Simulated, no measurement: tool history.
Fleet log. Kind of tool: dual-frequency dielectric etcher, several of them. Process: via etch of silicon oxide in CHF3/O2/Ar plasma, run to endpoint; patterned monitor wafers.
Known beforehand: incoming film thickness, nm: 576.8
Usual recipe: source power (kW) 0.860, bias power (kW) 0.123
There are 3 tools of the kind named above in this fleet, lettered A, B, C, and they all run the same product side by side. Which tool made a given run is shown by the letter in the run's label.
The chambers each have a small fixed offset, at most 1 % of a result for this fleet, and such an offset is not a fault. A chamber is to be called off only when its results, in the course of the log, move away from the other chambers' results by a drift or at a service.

run 1C hour=5.0 | source_power_(kW)=0.860 bias_power_(kW)=0.123 | endpoint_time_(s)=284.45
run 2A hour=10.7 | source_power_(kW)=0.860 bias_power_(kW)=0.123 | endpoint_time_(s)=285.27
run 3B hour=16.6 | source_power_(kW)=0.860 bias_power_(kW)=0.123 | endpoint_time_(s)=286.16
run 4C hour=23.7 | source_power_(kW)=0.860 bias_power_(kW)=0.123 | endpoint_time_(s)=291.43
run 5A hour=34.8 | source_power_(kW)=0.860 bias_power_(kW)=0.123 | endpoint_time_(s)=283.14
run 6B hour=43.0 | source_power_(kW)=0.860 bias_power_(kW)=0.100 | endpoint_time_(s)=302.69
run 7C hour=51.3 | source_power_(kW)=0.860 bias_power_(kW)=0.100 | endpoint_time_(s)=304.25
-- hour=56.0 chamber A: wet clean of the chamber
run 8A hour=58.5 | source_power_(kW)=0.860 bias_power_(kW)=0.100 | endpoint_time_(s)=303.26
run 9B hour=64.0 | source_power_(kW)=0.860 bias_power_(kW)=0.123 | endpoint_time_(s)=284.04
run 10B hour=72.7 | source_power_(kW)=0.860 bias_power_(kW)=0.123 | endpoint_time_(s)=283.58
run 11A hour=80.6 | source_power_(kW)=0.860 bias_power_(kW)=0.123 | endpoint_time_(s)=283.47
run 12C hour=89.8 | source_power_(kW)=0.860 bias_power_(kW)=0.123 | endpoint_time_(s)=285.21
run 13B hour=96.7 | source_power_(kW)=0.860 bias_power_(kW)=0.123 | endpoint_time_(s)=288.19
run 14C hour=105.6 | source_power_(kW)=0.860 bias_power_(kW)=0.094 | endpoint_time_(s)=312.04
run 15A hour=111.7 | source_power_(kW)=0.860 bias_power_(kW)=0.094 | endpoint_time_(s)=306.44
run 16C hour=118.8 | source_power_(kW)=0.860 bias_power_(kW)=0.094 | endpoint_time_(s)=312.09
run 17A hour=127.3 | source_power_(kW)=0.860 bias_power_(kW)=0.123 | endpoint_time_(s)=285.44
run 18B hour=136.0 | source_power_(kW)=0.860 bias_power_(kW)=0.123 | endpoint_time_(s)=287.25
run 19C hour=147.1 | source_power_(kW)=0.860 bias_power_(kW)=0.123 | endpoint_time_(s)=286.67
run 20B hour=152.1 | source_power_(kW)=0.660 bias_power_(kW)=0.123 | endpoint_time_(s)=319.12
run 21A hour=161.5 | source_power_(kW)=0.660 bias_power_(kW)=0.123 | endpoint_time_(s)=316.32
run 22C hour=166.6 | source_power_(kW)=0.660 bias_power_(kW)=0.123 | endpoint_time_(s)=319.82
run 23B hour=172.6 | source_power_(kW)=0.860 bias_power_(kW)=0.123 | endpoint_time_(s)=291.14

All chambers now run identical settings, listed one chamber a line with results as question marks. What results will each chamber show?
run 24A hour=180.8 | source_power_(kW)=0.860 bias_power_(kW)=0.123 | endpoint_time_(s)=?
run 24B hour=180.8 | source_power_(kW)=0.860 bias_power_(kW)=0.123 | endpoint_time_(s)=?
run 24C hour=180.8 | source_power_(kW)=0.860 bias_power_(kW)=0.123 | endpoint_time_(s)=?

run=24A endpoint_time_(s)=286.24
run=24B endpoint_time_(s)=286.10
run=24C endpoint_time_(s)=288.82
